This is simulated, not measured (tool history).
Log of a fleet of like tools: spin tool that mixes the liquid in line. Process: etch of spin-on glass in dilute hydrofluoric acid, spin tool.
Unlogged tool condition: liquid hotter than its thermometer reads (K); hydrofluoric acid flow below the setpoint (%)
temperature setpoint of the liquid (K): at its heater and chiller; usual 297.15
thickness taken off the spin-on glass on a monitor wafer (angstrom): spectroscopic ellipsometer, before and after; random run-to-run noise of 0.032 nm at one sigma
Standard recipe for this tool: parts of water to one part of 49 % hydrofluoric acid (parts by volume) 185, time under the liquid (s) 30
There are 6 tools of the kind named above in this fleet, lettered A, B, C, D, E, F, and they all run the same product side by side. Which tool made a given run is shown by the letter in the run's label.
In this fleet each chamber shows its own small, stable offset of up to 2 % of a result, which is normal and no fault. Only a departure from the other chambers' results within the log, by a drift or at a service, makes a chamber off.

| run | hour | temperature setpoint of the liquid (K) | parts of water to one part of 49 % hydrofluoric acid (parts by volume) | time under the liquid (s) | hours since the thermometer was replaced | hours since the hydrofluoric acid flow meter was replaced | read-back film thickness of the spin-on glass reference wafer, read on the same gauge (nm) | thickness taken off the spin-on glass on a monitor wafer (angstrom) |
|---|---|---|---|---|---|---|---|---|
| 1D | 10.0 | 297.15 | 185 | 30 | 438.2 | 1094.1 | 49.984 | 66.776 |
| 2F | 19.9 | 297.15 | 185 | 30 | 1306.4 | 1151.5 | 49.972 | 67.011 |
| 3B | 31.6 | 297.15 | 185 | 30 | 272.5 | 143.1 | 50.026 | 67.739 |
| 4E | 42.5 | 297.15 | 185 | 30 | 440.1 | 536.0 | 50.025 | 66.804 |
|  | 45.1 | chamber F: hydrofluoric acid flow meter replaced |
| 5C | 52.9 | 297.15 | 185 | 30 | 419.7 | 608.7 | 50.001 | 68.338 |
| 6A | 58.7 | 297.15 | 185 | 30 | 417.7 | 510.7 | 49.968 | 67.490 |
| 7C | 69.8 | 297.15 | 185 | 30 | 436.6 | 625.6 | 49.951 | 68.517 |
| 8B | 80.7 | 297.15 | 185 | 30 | 321.6 | 192.2 | 50.008 | 67.673 |
| 9E | 89.9 | 297.15 | 185 | 30 | 487.5 | 583.4 | 49.997 | 67.616 |
| 10D | 100.5 | 297.15 | 110 | 30 | 528.7 | 1184.6 | 50.005 | 123.850 |
| 11F | 111.2 | 297.15 | 110 | 30 | 1397.7 | 66.1 | 49.998 | 125.300 |
| 12A | 117.9 | 297.15 | 110 | 30 | 476.9 | 569.9 | 49.969 | 124.610 |
| 13A | 126.3 | 297.15 | 110 | 30 | 485.3 | 578.3 | 49.995 | 124.190 |
| 14F | 133.9 | 297.15 | 110 | 30 | 1420.4 | 88.8 | 50.021 | 123.980 |
| 15D | 143.8 | 297.15 | 110 | 30 | 572.0 | 1227.9 | 50.006 | 123.850 |
| 16B | 154.3 | 297.15 | 185 | 30 | 395.2 | 265.8 | 49.983 | 68.676 |
| 17C | 163.7 | 297.15 | 185 | 30 | 530.5 | 719.5 | 49.968 | 67.933 |
| 18E | 175.1 | 297.15 | 185 | 30 | 572.7 | 668.6 | 49.973 | 66.881 |
| 19C | 187.8 | 301.65 | 225 | 30 | 554.6 | 743.6 | 49.997 | 62.510 |
| 20B | 197.0 | 301.65 | 225 | 30 | 437.9 | 308.5 | 50.000 | 63.752 |
| 21E | 203.2 | 301.65 | 225 | 30 | 600.8 | 696.7 | 50.003 | 61.805 |
| 22D | 209.8 | 301.65 | 225 | 30 | 638.0 | 1293.9 | 49.983 | 61.786 |
| 23A | 215.5 | 301.65 | 225 | 30 | 574.5 | 667.5 | 49.970 | 61.590 |
| 24F | 225.5 | 301.65 | 225 | 30 | 1512.0 | 180.4 | 49.990 | 61.422 |
| 25A | 235.7 | 297.15 | 185 | 30 | 594.7 | 687.7 | 49.981 | 66.986 |
| 26D | 242.1 | 299.15 | 145 | 30 | 670.3 | 1326.2 | 50.032 | 97.132 |
| 27C | 252.0 | 299.15 | 145 | 30 | 618.8 | 807.8 | 50.015 | 97.640 |
| 28B | 259.7 | 299.15 | 145 | 30 | 500.6 | 371.2 | 50.004 | 99.872 |
| 29E | 267.2 | 299.15 | 145 | 30 | 664.8 | 760.7 | 49.999 | 97.637 |
|  | 272.7 | chamber C: hydrofluoric acid flow meter replaced |
| 30F | 278.4 | 299.15 | 145 | 30 | 1564.9 | 233.3 | 49.987 | 97.607 |
| 31E | 283.9 | 299.15 | 145 | 30 | 681.5 | 777.4 | 50.032 | 98.093 |
| 32D | 294.8 | 297.15 | 185 | 30 | 723.0 | 1378.9 | 49.959 | 66.536 |
| 33F | 303.7 | 297.15 | 185 | 30 | 1590.2 | 258.6 | 50.023 | 67.181 |
| 34A | 314.8 | 297.15 | 185 | 30 | 673.8 | 766.8 | 49.988 | 66.696 |
| 35C | 321.5 | 297.15 | 185 | 30 | 688.3 | 48.8 | 49.985 | 68.160 |
| 36B | 327.4 | 297.15 | 185 | 30 | 568.3 | 438.9 | 49.996 | 70.247 |
| 37D | 336.4 | 297.15 | 185 | 40 | 764.6 | 1420.5 | 50.024 | 88.817 |
| 38E | 344.5 | 297.15 | 185 | 40 | 742.1 | 838.0 | 50.032 | 89.465 |
| 39B | 351.5 | 297.15 | 185 | 40 | 592.4 | 463.0 | 50.016 | 93.743 |
| 40C | 358.1 | 297.15 | 185 | 40 | 724.9 | 85.4 | 49.975 | 90.836 |
| 41A | 370.9 | 297.15 | 185 | 40 | 729.9 | 822.9 | 49.978 | 88.548 |
| 42F | 382.9 | 297.15 | 185 | 40 | 1669.4 | 337.8 | 50.026 | 88.936 |
| 43A | 390.5 | 293.65 | 135 | 30 | 749.5 | 842.5 | 50.009 | 85.240 |

Predict what each chamber gives when all 6 of them run the settings below next.
| 44A | 399.7 | 297.15 | 120 | 30 |  |  |  | ? |
| 44B | 399.7 | 297.15 | 120 | 30 |  |  |  | ? |
| 44C | 399.7 | 297.15 | 120 | 30 |  |  |  | ? |
| 44D | 399.7 | 297.15 | 120 | 30 |  |  |  | ? |
| 44E | 399.7 | 297.15 | 120 | 30 |  |  |  | ? |
| 44F | 399.7 | 297.15 | 120 | 30 |  |  |  | ? |

| run | thickness taken off the spin-on glass on a monitor wafer (angstrom) |
|---|---|
| 44A | 112.810 |
| 44B | 118.480 |
| 44C | 113.870 |
| 44D | 111.670 |
| 44E | 112.240 |
| 44F | 111.610 |
